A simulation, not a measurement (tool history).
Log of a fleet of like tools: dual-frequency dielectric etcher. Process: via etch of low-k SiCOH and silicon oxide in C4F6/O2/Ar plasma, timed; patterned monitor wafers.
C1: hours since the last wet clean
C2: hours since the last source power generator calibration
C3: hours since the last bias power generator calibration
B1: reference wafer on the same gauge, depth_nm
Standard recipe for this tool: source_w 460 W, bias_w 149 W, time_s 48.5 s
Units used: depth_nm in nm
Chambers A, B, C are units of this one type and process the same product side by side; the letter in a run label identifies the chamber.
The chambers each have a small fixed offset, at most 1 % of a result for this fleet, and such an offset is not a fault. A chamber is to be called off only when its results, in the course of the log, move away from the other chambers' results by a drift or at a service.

Run 1A, hour 7.5: usual settings; C1 314.6; C2 1407.3; C3 1725.9; B1 108.96. Result: depth_nm 135.470 nm.
Run 2B, hour 12.4: usual settings; C1 263.9; C2 1056.5; C3 2660.2; B1 109.02. Result: depth_nm 134.210 nm.
Run 3C, hour 19.0: usual settings; C1 22.6; C2 1539.3; C3 2027.3; B1 109.00. Result: depth_nm 135.670 nm.
Run 4C, hour 22.8: usual settings; C1 26.4; C2 1543.1; C3 2031.1; B1 108.99. Result: depth_nm 136.110 nm.
Run 5B, hour 27.4: usual settings; C1 278.9; C2 1071.5; C3 2675.2; B1 109.00. Result: depth_nm 133.850 nm.
Run 6A, hour 34.4: usual settings; C1 341.5; C2 1434.2; C3 1752.8; B1 109.00. Result: depth_nm 134.640 nm.
Run 7B, hour 38.1: usual settings; C1 289.6; C2 1082.2; C3 2685.9; B1 109.00. Result: depth_nm 134.220 nm.
Run 8C, hour 44.5: usual settings; C1 48.1; C2 1564.8; C3 2052.8; B1 109.03. Result: depth_nm 135.650 nm.
Run 9A, hour 49.5: usual settings; C1 356.6; C2 1449.3; C3 1767.9; B1 109.01. Result: depth_nm 135.340 nm.
Run 10B, hour 56.6: usual settings; C1 308.1; C2 1100.7; C3 2704.4; B1 109.00. Result: depth_nm 133.680 nm.
Run 11A, hour 62.4: usual settings; C1 369.5; C2 1462.2; C3 1780.8; B1 108.98. Result: depth_nm 135.530 nm.
Run 12C, hour 66.7: usual settings; C1 70.3; C2 1587.0; C3 2075.0; B1 108.97. Result: depth_nm 136.140 nm.
At hour 71.8: chamber A: bias power generator calibrated.
Run 13A, hour 72.9: usual settings; C1 380.0; C2 1472.7; C3 1.2; B1 109.01. Result: depth_nm 135.290 nm.
Run 14C, hour 77.4: usual settings; C1 81.0; C2 1597.7; C3 2085.7; B1 108.99. Result: depth_nm 136.010 nm.
Run 15B, hour 82.6: usual settings; C1 334.1; C2 1126.7; C3 2730.4; B1 109.03. Result: depth_nm 134.280 nm.
Run 16A, hour 87.7: usual settings; C1 394.8; C2 1487.5; C3 16.0; B1 109.01. Result: depth_nm 135.350 nm.
Run 17C, hour 95.4: usual settings; C1 99.0; C2 1615.7; C3 2103.7; B1 108.98. Result: depth_nm 136.260 nm.
Run 18B, hour 99.3: usual settings; C1 350.8; C2 1143.4; C3 2747.1; B1 108.99. Result: depth_nm 134.290 nm.
Run 19C, hour 104.4: usual settings; C1 108.0; C2 1624.7; C3 2112.7; B1 108.97. Result: depth_nm 135.830 nm.
At hour 109.0: chamber A: wet clean of the chamber.
Run 20B, hour 109.7: usual settings; C1 361.2; C2 1153.8; C3 2757.5; B1 109.00. Result: depth_nm 133.400 nm.
Run 21A, hour 117.1: usual settings but time_s 36.0 s; C1 8.1; C2 1516.9; C3 45.4; B1 108.93. Result: depth_nm 100.060 nm.
Run 22A, hour 124.8: usual settings but time_s 36.0 s; C1 15.8; C2 1524.6; C3 53.1; B1 108.97. Result: depth_nm 100.570 nm.
Run 23B, hour 130.8: usual settings but time_s 36.0 s; C1 382.3; C2 1174.9; C3 2778.6; B1 109.00. Result: depth_nm 99.836 nm.
Run 24C, hour 135.4: usual settings; C1 139.0; C2 1655.7; C3 2143.7; B1 109.00. Result: depth_nm 136.490 nm.
At hour 141.0: chamber B: wet clean of the chamber.
Run 25C, hour 143.4: usual settings; C1 147.0; C2 1663.7; C3 2151.7; B1 108.96. Result: depth_nm 135.960 nm.
Run 26B, hour 147.3: usual settings; C1 6.4; C2 1191.4; C3 2795.1; B1 109.01. Result: depth_nm 134.050 nm.
Run 27A, hour 154.7: usual settings; C1 45.7; C2 1554.5; C3 83.0; B1 109.03. Result: depth_nm 135.040 nm.
Run 28B, hour 159.6: usual settings; C1 18.7; C2 1203.7; C3 2807.4; B1 108.96. Result: depth_nm 134.000 nm.

Each of the 3 chambers runs these same settings next. Fill in every chamber's results:
Run 29A, hour 165.3: usual settings. Result: depth_nm ?.
Run 29B, hour 165.3: usual settings. Result: depth_nm ?.
Run 29C, hour 165.3: usual settings. Result: depth_nm ?.

run  depth_nm
29A   135.150
29B   134.020
29C   136.430

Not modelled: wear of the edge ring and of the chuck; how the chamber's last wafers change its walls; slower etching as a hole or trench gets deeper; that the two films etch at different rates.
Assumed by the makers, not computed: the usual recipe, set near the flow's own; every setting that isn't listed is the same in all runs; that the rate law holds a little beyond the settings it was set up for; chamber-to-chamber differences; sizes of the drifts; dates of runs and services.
